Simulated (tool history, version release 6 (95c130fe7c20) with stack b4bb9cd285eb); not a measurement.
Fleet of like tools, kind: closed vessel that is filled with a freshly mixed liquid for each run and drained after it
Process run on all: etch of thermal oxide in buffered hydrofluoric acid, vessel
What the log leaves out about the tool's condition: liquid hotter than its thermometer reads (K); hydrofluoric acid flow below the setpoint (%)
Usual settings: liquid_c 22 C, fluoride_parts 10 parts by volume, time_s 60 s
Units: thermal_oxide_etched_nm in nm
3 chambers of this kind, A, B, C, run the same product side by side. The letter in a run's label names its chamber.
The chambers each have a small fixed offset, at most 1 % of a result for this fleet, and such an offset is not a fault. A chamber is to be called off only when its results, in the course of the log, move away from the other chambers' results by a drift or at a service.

run	hour	liquid_c	fluoride_parts	time_s	hours since the thermometer was replaced	hours since the hydrofluoric acid flow meter was replaced	read-back film thickness of the thermal oxide reference wafer, read on the same gauge (nm)	thermal_oxide_etched_nm
1C	8.9	22	10	60	121.6	1730.7	39.994	62.991
# hour 19: chamber B: hydrofluoric acid flow meter replaced
2A	19.6	22	10	60	413.9	53.1	39.954	63.937
3B	26	22	10	60	110.7	7.1	39.989	63.814
# hour 33.2: chamber C: hydrofluoric acid flow meter replaced
4C	36.1	22	10	60	148.8	2.9	40	63.956
5A	45.7	22	10	60	440	79.2	39.977	65.675
6B	53.1	22	10	60	137.8	34.2	40.011	64.714
7C	65.8	22	10	60	178.5	32.6	39.987	62.953
8B	78.4	22	10	60	163.1	59.5	39.943	64.573
9A	88.7	22	10	60	483	122.2	39.951	65.773
10B	95	17	10	70	179.7	76.1	40.024	56.965
11C	103.6	17	10	70	216.3	70.4	40.042	56.509
12A	113.6	17	10	70	507.9	147.1	39.983	58.076
13C	119.6	22	10	60	232.3	86.4	39.975	64.709
14A	132.4	22	10	75	526.7	165.9	40.06	82.483
15B	139	22	10	75	223.7	120.1	40.003	81.916
16C	147.4	22	10	75	260.1	114.2	40.005	79.79
17B	155.8	22	12.5	80	240.5	136.9	40.014	69.731
18A	167	22	12.5	80	561.3	200.5	39.987	71.517
19C	177.6	22	12.5	80	290.3	144.4	39.996	67.899
20A	185.6	22	10	60	579.9	219.1	40.014	66.981
21B	191.4	25.5	10	60	276.1	172.5	39.979	77.04
22A	197.1	25.5	10	60	591.4	230.6	40.016	80.695
23C	207.3	25.5	10	60	320	174.1	39.996	77.475
24B	215.4	22	10	60	300.1	196.5	39.979	64.938
25A	225.6	22	14	70	619.9	259.1	39.978	57.284
26B	237.8	22	14	70	322.5	218.9	40.01	54.239
27C	246	22	14	70	358.7	212.8	40.01	53.798
28C	254.5	18	11.5	60	367.2	221.3	39.989	43.973
29A	264.3	18	11.5	60	658.6	297.8	39.99	47.3
30B	272.2	18	11.5	60	356.9	253.3	39.992	44.512
31C	278.2	22	10	60	390.9	245	40.052	63.548
32B	285.8	22	10	60	370.5	266.9	40.026	64.321
33A	296.1	22	10	60	690.4	329.6	40.067	68.328
34C	308.9	22	10	60	421.6	275.7	39.995	64.504
35A	320	22	10	60	714.3	353.5	40.012	68.272
36B	328.6	22	13	60	413.3	309.7	39.965	50.585
37A	341.3	22	13	60	735.6	374.8	39.997	53.39
38C	353.5	22	13	60	466.2	320.3	40.017	49.983
39B	361.8	22	10	60	446.5	342.9	39.984	65.001
40C	374.6	22	10	60	487.3	341.4	39.983	63.553
41B	382.2	22	10	60	466.9	363.3	40.028	65.162
42A	389.9	22	10	60	784.2	423.4	40.066	69.014

Is one chamber off against the others, does the gauge drift, or is nothing wrong? If a chamber is off, say which, and what the likeliest cause is.

It is chamber A that slowly wanders off from its peers.
Cause: liquid hotter than its thermometer reads (K) = 1.43.
The log might look much the same if the cause were instead: hydrofluoric acid flow above the setpoint (%).

Which of the 4 candidates below, each the usual settings with something changed and its results left as question marks, puts chamber A back in line with what the other chambers give on the usual settings?
A result is in line if it is within this distance of the other chambers' mean on the usual settings: thermal_oxide_etched_nm 2.1 nm
43A-1	399.3	22	8	60				?
43A-2	399.3	23	9.5	60				?
43A-3	399.3	18.5	10	60				?
43A-4	399.3	22	10	55				?

Mean of the other chambers on the usual settings: thermal_oxide_etched_nm 64.257 nm
run	thermal_oxide_etched_nm
43A-1	84.265
43A-2	75.925
43A-3	57.538
43A-4	63.877
With 43A-4, the chamber falls back in line with the rest.

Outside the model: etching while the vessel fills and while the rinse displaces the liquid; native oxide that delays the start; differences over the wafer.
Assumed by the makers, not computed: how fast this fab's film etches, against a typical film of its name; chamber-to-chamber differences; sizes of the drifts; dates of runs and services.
